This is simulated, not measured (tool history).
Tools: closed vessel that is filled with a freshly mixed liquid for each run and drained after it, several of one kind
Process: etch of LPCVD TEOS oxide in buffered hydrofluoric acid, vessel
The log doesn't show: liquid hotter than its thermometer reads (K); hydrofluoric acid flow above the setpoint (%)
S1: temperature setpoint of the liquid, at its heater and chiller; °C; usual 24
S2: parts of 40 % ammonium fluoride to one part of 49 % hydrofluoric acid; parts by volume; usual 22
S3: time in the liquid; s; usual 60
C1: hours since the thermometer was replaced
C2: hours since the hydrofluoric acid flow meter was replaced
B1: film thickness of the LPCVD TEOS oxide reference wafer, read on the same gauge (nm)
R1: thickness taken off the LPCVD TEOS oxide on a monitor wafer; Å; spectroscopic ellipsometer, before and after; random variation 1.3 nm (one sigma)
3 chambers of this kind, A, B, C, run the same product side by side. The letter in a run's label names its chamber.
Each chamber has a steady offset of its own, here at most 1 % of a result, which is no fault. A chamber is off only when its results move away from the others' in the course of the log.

{"run": "1A", "hour": 12.7, "S1": 24, "S2": 22, "S3": 60, "C1": 426.3, "C2": 260, "B1": 40.02, "R1": 1455.2}
{"run": "2C", "hour": 20.7, "S1": 24, "S2": 22, "S3": 60, "C1": 173.9, "C2": 1090.5, "B1": 40.006, "R1": 1459.2}
{"run": "3B", "hour": 29.5, "S1": 24, "S2": 22, "S3": 60, "C1": 948.5, "C2": 1635, "B1": 40.013, "R1": 1424.1}
{"run": "4C", "hour": 45.0, "S1": 24, "S2": 22, "S3": 60, "C1": 198.2, "C2": 1114.8, "B1": 40.003, "R1": 1447.1}
{"hour": 58.6, "done": "chamber B: thermometer replaced"}
{"run": "5A", "hour": 59.0, "S1": 24, "S2": 22, "S3": 60, "C1": 472.6, "C2": 306.3, "B1": 40.009, "R1": 1463.5}
{"run": "6B", "hour": 72.5, "S1": 24, "S2": 22, "S3": 60, "C1": 13.9, "C2": 1678, "B1": 39.998, "R1": 1446.2}
{"run": "7A", "hour": 83.7, "S1": 24, "S2": 22, "S3": 60, "C1": 497.3, "C2": 331, "B1": 39.974, "R1": 1461.3}
{"run": "8C", "hour": 98.0, "S1": 24, "S2": 22, "S3": 60, "C1": 251.2, "C2": 1167.8, "B1": 40.009, "R1": 1454}
{"run": "9B", "hour": 111.7, "S1": 24, "S2": 22, "S3": 60, "C1": 53.1, "C2": 1717.2, "B1": 40.012, "R1": 1458.9}
{"run": "10B", "hour": 123.4, "S1": 24, "S2": 22, "S3": 60, "C1": 64.8, "C2": 1728.9, "B1": 39.999, "R1": 1457.7}
{"run": "11A", "hour": 136.4, "S1": 24, "S2": 22, "S3": 60, "C1": 550, "C2": 383.7, "B1": 39.993, "R1": 1454.1}
{"run": "12C", "hour": 150.8, "S1": 24, "S2": 22, "S3": 60, "C1": 304, "C2": 1220.6, "B1": 40, "R1": 1442.1}
{"run": "13B", "hour": 159.0, "S1": 24, "S2": 22, "S3": 60, "C1": 100.4, "C2": 1764.5, "B1": 40.013, "R1": 1438.3}
{"run": "14C", "hour": 172.1, "S1": 24, "S2": 22, "S3": 60, "C1": 325.3, "C2": 1241.9, "B1": 39.979, "R1": 1475.6}
{"run": "15A", "hour": 179.4, "S1": 24, "S2": 22, "S3": 60, "C1": 593, "C2": 426.7, "B1": 39.99, "R1": 1449.3}
{"run": "16C", "hour": 189.3, "S1": 24, "S2": 22, "S3": 60, "C1": 342.5, "C2": 1259.1, "B1": 40.019, "R1": 1471.9}
{"run": "17B", "hour": 197.8, "S1": 24, "S2": 22, "S3": 60, "C1": 139.2, "C2": 1803.3, "B1": 40.014, "R1": 1438.3}
{"run": "18A", "hour": 206.0, "S1": 24, "S2": 22, "S3": 60, "C1": 619.6, "C2": 453.3, "B1": 39.986, "R1": 1474.9}
{"run": "19B", "hour": 213.8, "S1": 24, "S2": 22, "S3": 60, "C1": 155.2, "C2": 1819.3, "B1": 40.005, "R1": 1427.1}
{"run": "20A", "hour": 222.6, "S1": 24, "S2": 17, "S3": 90, "C1": 636.2, "C2": 469.9, "B1": 40.009, "R1": 2705.7}
{"run": "21C", "hour": 230.8, "S1": 24, "S2": 17, "S3": 90, "C1": 384, "C2": 1300.6, "B1": 40.002, "R1": 2758.6}
{"run": "22C", "hour": 242.3, "S1": 24, "S2": 17, "S3": 90, "C1": 395.5, "C2": 1312.1, "B1": 40, "R1": 2715.8}
{"run": "23B", "hour": 253.3, "S1": 24, "S2": 14.5, "S3": 40, "C1": 194.7, "C2": 1858.8, "B1": 40.005, "R1": 1431.3}
{"run": "24A", "hour": 260.6, "S1": 24, "S2": 14.5, "S3": 40, "C1": 674.2, "C2": 507.9, "B1": 40.011, "R1": 1409.9}
{"run": "25A", "hour": 273.7, "S1": 24, "S2": 14.5, "S3": 40, "C1": 687.3, "C2": 521, "B1": 40.001, "R1": 1434.7}
{"run": "26C", "hour": 281.5, "S1": 24, "S2": 22, "S3": 60, "C1": 434.7, "C2": 1351.3, "B1": 40.004, "R1": 1485.3}
{"run": "27B", "hour": 297.1, "S1": 24, "S2": 22, "S3": 60, "C1": 238.5, "C2": 1902.6, "B1": 39.996, "R1": 1437}

Is one chamber off against the others, does the gauge drift, or is nothing wrong? If a chamber is off, say which, and what the likeliest cause is.

No chamber stands off beyond its own small offset, and the gauge holds steady.
